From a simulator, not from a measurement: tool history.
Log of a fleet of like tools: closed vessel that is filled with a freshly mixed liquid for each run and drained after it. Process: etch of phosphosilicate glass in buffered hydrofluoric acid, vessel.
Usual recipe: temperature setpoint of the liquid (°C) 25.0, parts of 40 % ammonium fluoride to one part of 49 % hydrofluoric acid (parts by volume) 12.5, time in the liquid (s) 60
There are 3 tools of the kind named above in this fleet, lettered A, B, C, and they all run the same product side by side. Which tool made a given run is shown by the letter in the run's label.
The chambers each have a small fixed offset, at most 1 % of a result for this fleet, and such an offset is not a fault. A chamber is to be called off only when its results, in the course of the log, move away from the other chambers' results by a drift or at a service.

run   hour  temperature setpoint of the liquid (°C)  parts of 40 % ammonium fluoride to one part of 49 % hydrofluoric acid (parts by volume)  time in the liquid (s)  hours since the thermometer was replaced  hours since the hydrofluoric acid flow meter was replaced  read-back film thickness of the phosphosilicate glass reference wafer, read on the same gauge (nm)  thickness taken off the phosphosilicate glass on a monitor wafer (Å)
 1A    7.2                                     25.0                                                                                     12.5                      60                                    1038.3                                                       33.7                                                                                              130.01                                                                3966.5
 2B   19.5                                     25.0                                                                                     12.5                      60                                    1769.6                                                      349.1                                                                                              129.97                                                                4024.6
 3C   27.2                                     25.0                                                                                     12.5                      60                                     530.9                                                      742.1                                                                                              130.00                                                                3989.2
 4C   38.6                                     25.0                                                                                     12.5                      60                                     542.3                                                      753.5                                                                                              130.01                                                                3997.4
 5A   50.2                                     22.0                                                                                     12.5                      90                                    1081.3                                                       76.7                                                                                              129.99                                                                5094.0
 6B   58.0                                     22.0                                                                                     12.5                      90                                    1808.1                                                      387.6                                                                                              130.01                                                                5146.7
 7B   69.3                                     22.0                                                                                     12.5                      90                                    1819.4                                                      398.9                                                                                              130.00                                                                5038.6
 8C   77.3                                     25.0                                                                                     12.5                      60                                     581.0                                                      792.2                                                                                              129.98                                                                3998.5
 9A   89.0                                     25.0                                                                                     12.5                      60                                    1120.1                                                      115.5                                                                                              130.00                                                                3997.6
10B   99.7                                     25.0                                                                                     12.5                      60                                    1849.8                                                      429.3                                                                                              130.01                                                                3992.2
11C  107.3                                     25.0                                                                                     12.5                      60                                     611.0                                                      822.2                                                                                              130.00                                                                3986.2
12A  118.9                                     25.0                                                                                     12.5                      60                                    1150.0                                                      145.4                                                                                              130.00                                                                4048.5
13B  126.0                                     25.0                                                                                      8.5                      60                                    1876.1                                                      455.6                                                                                              130.02                                                                5656.4
14C  135.1                                     25.0                                                                                      8.5                      60                                     638.8                                                      850.0                                                                                              129.99                                                                5587.6
15A  141.2                                     25.0                                                                                      8.5                      60                                    1172.3                                                      167.7                                                                                              129.98                                                                5602.0
16B  147.4                                     25.0                                                                                     12.5                      60                                    1897.5                                                      477.0                                                                                              130.01                                                                3977.1
17C  159.7                                     25.0                                                                                     12.5                      60                                     663.4                                                      874.6                                                                                              130.01                                                                3932.2
18A  166.2                                     25.0                                                                                     12.5                      60                                    1197.3                                                      192.7                                                                                              129.99                                                                3962.9
19A  175.5                                     25.0                                                                                      8.5                      95                                    1206.6                                                      202.0                                                                                              130.01                                                                8810.5
20B  181.4                                     25.0                                                                                      8.5                      95                                    1931.5                                                      511.0                                                                                              129.98                                                                8725.0
21C  194.3                                     25.0                                                                                      8.5                      95                                     698.0                                                      909.2                                                                                              129.99                                                                8822.4
22A  204.9                                     25.0                                                                                     12.5                      60                                    1236.0                                                      231.4                                                                                              130.01                                                                3983.8
     206.3  -- chamber B: hydrofluoric acid flow meter replaced
23B  213.9                                     25.0                                                                                     12.5                      60                                    1964.0                                                        7.6                                                                                              130.01                                                                3829.8
24C  224.1                                     25.0                                                                                     12.5                      60                                     727.8                                                      939.0                                                                                              130.00                                                                3995.2
25A  235.5                                     25.0                                                                                     12.5                      60                                    1266.6                                                      262.0                                                                                              130.00                                                                3938.2
26C  243.0                                     25.0                                                                                     12.5                      60                                     746.7                                                      957.9                                                                                              130.02                                                                3979.0
27B  252.5                                     25.0                                                                                      8.0                      60                                    2002.6                                                       46.2                                                                                              130.01                                                                5867.7
28A  262.6                                     25.0                                                                                      8.0                      60                                    1293.7                                                      289.1                                                                                              130.01                                                                5952.7
29B  269.9                                     25.0                                                                                      8.0                      60                                    2020.0                                                       63.6                                                                                              129.98                                                                5762.0
30C  280.8                                     25.0                                                                                     12.5                      60                                     784.5                                                      995.7                                                                                              130.01                                                                3932.3
31B  293.6                                     25.0                                                                                     12.5                      60                                    2043.7                                                       87.3                                                                                              130.00                                                                3805.3
32A  301.0                                     25.0                                                                                     12.5                      60                                    1332.1                                                      327.5                                                                                              130.02                                                                3975.1
33C  306.9                                     25.0                                                                                     12.5                      60                                     810.6                                                     1021.8                                                                                              130.00                                                                3987.0
34B  316.8                                     25.0                                                                                     12.5                      60                                    2066.9                                                      110.5                                                                                              130.00                                                                3771.5
35A  329.3                                     25.0                                                                                     12.5                      60                                    1360.4                                                      355.8                                                                                              129.99                                                                4008.9
36C  335.1                                     25.0                                                                                     12.5                      60                                     838.8                                                     1050.0                                                                                              129.99                                                                3981.8
37C  347.8                                     25.0                                                                                     12.5                      60                                     851.5                                                     1062.7                                                                                              129.97                                                                4026.7
38B  356.8                                     25.0                                                                                     10.0                      45                                    2106.9                                                      150.5                                                                                              130.00                                                                3499.6
39A  367.1                                     25.0                                                                                     10.0                      45                                    1398.2                                                      393.6                                                                                              130.01                                                                3710.6
40B  379.0                                     25.0                                                                                     10.0                      45                                    2129.1                                                      172.7                                                                                              129.99                                                                3468.7
41A  388.9                                     25.0                                                                                     12.5                      60                                    1420.0                                                      415.4                                                                                              130.00                                                                3988.9
42C  396.3                                     29.5                                                                                     12.5                      85                                     900.0                                                     1111.2                                                                                              130.00                                                                7197.0
43C  407.6                                     29.5                                                                                     12.5                      85                                     911.3                                                     1122.5                                                                                              129.99                                                                7169.3

Does one chamber stand apart from the rest, does the shared gauge drift, or is all well apart from small per-chamber offsets? Give the chamber and the most likely cause, where there is one.

Little by little, chamber B moves away from the other chambers.
What lies behind it: liquid colder than its thermometer reads (K) = 1.41.

Below are 4 candidate recipes for chamber B's next run, each the usual settings with a change, their results shown as question marks. Which of them brings B's results back in line with what the other chambers give on the usual settings?
In-line tolerance around the mean of the other chambers on the usual settings: thickness taken off the phosphosilicate glass on a monitor wafer (Å) 93.0
44B-1  417.0                                     23.5                                                                                     12.5                      60                                                                                                                                                                                                                                                                              ?
44B-2  417.0                                     25.0                                                                                     11.5                      60                                                                                                                                                                                                                                                                              ?
44B-3  417.0                                     25.0                                                                                     12.0                      60                                                                                                                                                                                                                                                                              ?
44B-4  417.0                                     25.0                                                                                     13.0                      60                                                                                                                                                                                                                                                                              ?

Mean of the other chambers on the usual settings: thickness taken off the phosphosilicate glass on a monitor wafer (Å) 3987.0
  run  thickness taken off the phosphosilicate glass on a monitor wafer (Å)
44B-1                                                                3404.1
44B-2                                                                4011.4
44B-3                                                                3846.4
44B-4                                                                3554.6
The answer is 44B-2, which returns the chamber to within the allowed miss of the others.
